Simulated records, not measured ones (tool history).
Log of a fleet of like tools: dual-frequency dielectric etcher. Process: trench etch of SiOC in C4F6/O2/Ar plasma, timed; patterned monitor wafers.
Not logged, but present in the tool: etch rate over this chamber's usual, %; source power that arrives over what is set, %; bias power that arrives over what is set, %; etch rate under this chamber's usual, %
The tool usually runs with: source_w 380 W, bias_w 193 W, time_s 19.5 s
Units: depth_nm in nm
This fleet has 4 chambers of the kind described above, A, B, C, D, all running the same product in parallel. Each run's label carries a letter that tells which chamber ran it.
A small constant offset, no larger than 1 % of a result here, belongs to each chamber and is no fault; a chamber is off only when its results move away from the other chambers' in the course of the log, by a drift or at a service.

| run | hour | source_w | bias_w | time_s | hours since the last wet clean | hours since the last source power generator calibration | hours since the last bias power generator calibration | read-back reference wafer on the same gauge, depth_nm | depth_nm |
|---|---|---|---|---|---|---|---|---|---|
| 1D | 7.5 | 380 | 193 | 19.5 | 343.9 | 3841.6 | 1529.0 | 44.282 | 40.359 |
|  | 9.3 | chamber D: source power generator calibrated |
| 2A | 17.6 | 380 | 193 | 19.5 | 338.2 | 3187.0 | 3007.9 | 44.261 | 40.467 |
| 3C | 25.6 | 380 | 193 | 19.5 | 455.0 | 220.1 | 1085.7 | 44.268 | 40.773 |
| 4B | 35.6 | 380 | 193 | 19.5 | 452.9 | 4224.4 | 135.3 | 44.252 | 40.933 |
| 5D | 43.4 | 380 | 193 | 19.5 | 379.8 | 34.2 | 1564.9 | 44.244 | 40.323 |
|  | 50.3 | chamber A: wet clean of the chamber |
| 6A | 52.6 | 380 | 178 | 14.5 | 2.3 | 3222.0 | 3042.9 | 44.238 | 29.295 |
|  | 58.2 | chamber B: source power generator calibrated |
| 7C | 61.1 | 380 | 178 | 14.5 | 490.5 | 255.6 | 1121.2 | 44.227 | 29.469 |
| 8B | 68.4 | 380 | 178 | 14.5 | 485.7 | 10.2 | 168.1 | 44.233 | 29.583 |
| 9A | 73.8 | 380 | 178 | 14.5 | 23.5 | 3243.2 | 3064.1 | 44.213 | 29.328 |
| 10C | 83.4 | 380 | 193 | 19.5 | 512.8 | 277.9 | 1143.5 | 44.208 | 40.656 |
| 11B | 88.1 | 380 | 193 | 19.5 | 505.4 | 29.9 | 187.8 | 44.210 | 40.738 |
| 12D | 97.2 | 380 | 193 | 19.5 | 433.6 | 88.0 | 1618.7 | 44.182 | 40.330 |
| 13D | 106.6 | 380 | 193 | 19.5 | 443.0 | 97.4 | 1628.1 | 44.179 | 40.307 |
| 14A | 111.0 | 380 | 193 | 19.5 | 60.7 | 3280.4 | 3101.3 | 44.166 | 40.328 |
| 15C | 115.4 | 380 | 159 | 17.5 | 544.8 | 309.9 | 1175.5 | 44.166 | 34.281 |
| 16B | 122.8 | 380 | 159 | 17.5 | 540.1 | 64.6 | 222.5 | 44.160 | 34.352 |
| 17D | 130.0 | 380 | 159 | 17.5 | 466.4 | 120.8 | 1651.5 | 44.151 | 33.962 |
|  | 132.1 | chamber C: wet clean of the chamber |
| 18A | 135.9 | 380 | 159 | 17.5 | 85.6 | 3305.3 | 3126.2 | 44.149 | 34.080 |
| 19C | 141.9 | 380 | 193 | 19.5 | 9.8 | 336.4 | 1202.0 | 44.150 | 40.618 |
| 20B | 149.6 | 380 | 174 | 19.5 | 566.9 | 91.4 | 249.3 | 44.133 | 39.368 |
| 21D | 159.3 | 380 | 174 | 19.5 | 495.7 | 150.1 | 1680.8 | 44.121 | 39.068 |
| 22B | 168.4 | 380 | 174 | 19.5 | 585.7 | 110.2 | 268.1 | 44.101 | 39.401 |
| 23A | 173.4 | 380 | 174 | 19.5 | 123.1 | 3342.8 | 3163.7 | 44.098 | 38.963 |
| 24C | 183.4 | 380 | 193 | 19.5 | 51.3 | 377.9 | 1243.5 | 44.093 | 40.505 |
| 25B | 189.6 | 380 | 193 | 19.5 | 606.9 | 131.4 | 289.3 | 44.093 | 40.718 |

Each of the 4 chambers runs these same settings next. Fill in every chamber's results:
| 26A | 196.9 | 290 | 193 | 19.5 |  |  |  |  | ? |
| 26B | 196.9 | 290 | 193 | 19.5 |  |  |  |  | ? |
| 26C | 196.9 | 290 | 193 | 19.5 |  |  |  |  | ? |
| 26D | 196.9 | 290 | 193 | 19.5 |  |  |  |  | ? |

| run | depth_nm |
|---|---|
| 26A | 36.193 |
| 26B | 36.634 |
| 26C | 36.537 |
| 26D | 36.338 |

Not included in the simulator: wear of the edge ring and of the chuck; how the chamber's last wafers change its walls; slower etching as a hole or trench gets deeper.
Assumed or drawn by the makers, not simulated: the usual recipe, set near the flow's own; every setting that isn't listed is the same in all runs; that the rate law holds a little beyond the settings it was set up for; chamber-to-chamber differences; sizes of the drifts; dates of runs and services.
